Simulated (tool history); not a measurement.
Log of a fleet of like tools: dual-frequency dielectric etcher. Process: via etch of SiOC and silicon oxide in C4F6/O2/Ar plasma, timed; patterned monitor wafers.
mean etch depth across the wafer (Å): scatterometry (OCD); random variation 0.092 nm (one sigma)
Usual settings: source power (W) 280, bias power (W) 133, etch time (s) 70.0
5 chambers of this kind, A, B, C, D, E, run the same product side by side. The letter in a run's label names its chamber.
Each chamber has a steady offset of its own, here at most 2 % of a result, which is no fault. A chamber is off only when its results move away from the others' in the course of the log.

run     day  source power (W)  bias power (W)  etch time (s)  hours since the last wet clean  hours since the last source power generator calibration  hours since the last bias power generator calibration  read-back reference wafer on the same gauge, depth_nm  mean etch depth across the wafer (Å)
 1D   0.325               280             133           70.0                           194.0                                                   3477.0                                                 2284.5                                                 70.621                                626.89
 2E   0.833               280             133           70.0                           138.9                                                   1057.9                                                  136.4                                                 70.582                                636.12
 3A   1.417               280             133           70.0                           138.4                                                   1155.5                                                  940.1                                                 70.553                                622.48
 4C   1.929               280             133           70.0                           170.7                                                   1733.1                                                 1533.1                                                 70.554                                622.58
 5B   2.325               250             133           52.5                           299.8                                                   2077.0                                                 1880.8                                                 70.556                                448.40
 6C   2.588               250             133           52.5                           186.5                                                   1748.9                                                 1548.9                                                 70.540                                444.49
 7B   3.171               250             133           52.5                           320.1                                                   2097.3                                                 1901.1                                                 70.516                                448.69
 8D   3.729               250             133           52.5                           275.7                                                   3558.7                                                 2366.2                                                 70.479                                450.73
 9E   4.233               250             133           52.5                           220.5                                                   1139.5                                                  218.0                                                 70.474                                456.61
10A   4.829               280             133           70.0                           220.3                                                   1237.4                                                 1022.0                                                 70.490                                621.31
11E   5.379               280             133           70.0                           248.0                                                   1167.0                                                  245.5                                                 70.439                                633.43
12C   5.812               280             133           70.0                           263.9                                                   1826.3                                                 1626.3                                                 70.422                                622.32
13A   6.083               280             133           70.0                           250.4                                                   1267.5                                                 1052.1                                                 70.421                                620.53
      6.129  -- chamber D: wet clean of the chamber
14B   6.612               280             133           70.0                           402.7                                                   2179.9                                                 1983.7                                                 70.430                                624.38
15D   6.892               280             133           70.0                            18.4                                                   3634.6                                                 2442.1                                                 70.428                                627.11
16E   7.221               280             133           70.0                           292.2                                                   1211.2                                                  289.7                                                 70.387                                635.36
17B   7.508               320             133           70.0                           424.2                                                   2201.4                                                 2005.2                                                 70.393                                656.05
18A   7.929               320             133           70.0                           294.7                                                   1311.8                                                 1096.4                                                 70.380                                653.91
      8.292  -- chamber E: wet clean of the chamber
19D   8.425               320             133           70.0                            55.2                                                   3671.4                                                 2478.9                                                 70.373                                657.93
20C   8.692               320             133           70.0                           333.0                                                   1895.4                                                 1695.4                                                 70.365                                652.13
      8.896  -- chamber B: wet clean of the chamber
21E   9.150               320             133           70.0                            20.7                                                   1257.5                                                  336.0                                                 70.383                                667.01
22D   9.646               280             133           70.0                            84.5                                                   3700.7                                                 2508.2                                                 70.359                                625.80
23C  10.221               280             152           70.0                           369.7                                                   1932.1                                                 1732.1                                                 70.332                                647.26
     10.683  -- chamber C: wet clean of the chamber
24B  10.708               280             152           70.0                            43.5                                                   2278.2                                                 2082.0                                                 70.323                                648.84
25A  11.050               280             152           70.0                           369.6                                                   1386.7                                                 1171.3                                                 70.298                                646.32
26D  11.354               280             152           70.0                           125.5                                                   3741.7                                                 2549.2                                                 70.312                                652.70
27B  11.833               280             152           70.0                            70.5                                                   2305.2                                                 2109.0                                                 70.287                                650.42
28E  12.312               280             133           70.0                            96.6                                                   1333.4                                                  411.9                                                 70.274                                634.34
     12.488  -- chamber A: wet clean of the chamber
29C  12.667               280             133           70.0                            47.6                                                   1990.8                                                 1790.8                                                 70.279                                620.26
30A  13.050               280             133           70.0                            13.6                                                   1434.7                                                 1219.3                                                 70.258                                619.26
31E  13.625               280             133           70.0                           128.1                                                   1364.9                                                  443.4                                                 70.263                                635.02
32A  13.983               280             133           70.0                            36.0                                                   1457.1                                                 1241.7                                                 70.210                                617.96
33D  14.479               280             133           70.0                           200.5                                                   3816.7                                                 2624.2                                                 70.192                                625.18
34B  15.008               280             143           58.0                           146.7                                                   2381.4                                                 2185.2                                                 70.226                                526.59
35C  15.542               280             143           58.0                           116.6                                                   2059.8                                                 1859.8                                                 70.178                                525.02

Next, every chamber runs the same settings. What will each give?
36A  15.971               280             133           70.0                                                                                                                                                                                                                                            ?
36B  15.971               280             133           70.0                                                                                                                                                                                                                                            ?
36C  15.971               280             133           70.0                                                                                                                                                                                                                                            ?
36D  15.971               280             133           70.0                                                                                                                                                                                                                                            ?
36E  15.971               280             133           70.0                                                                                                                                                                                                                                            ?

run  mean etch depth across the wafer (Å)
36A                                618.46
36B                                621.66
36C                                618.97
36D                                626.07
36E                                632.58

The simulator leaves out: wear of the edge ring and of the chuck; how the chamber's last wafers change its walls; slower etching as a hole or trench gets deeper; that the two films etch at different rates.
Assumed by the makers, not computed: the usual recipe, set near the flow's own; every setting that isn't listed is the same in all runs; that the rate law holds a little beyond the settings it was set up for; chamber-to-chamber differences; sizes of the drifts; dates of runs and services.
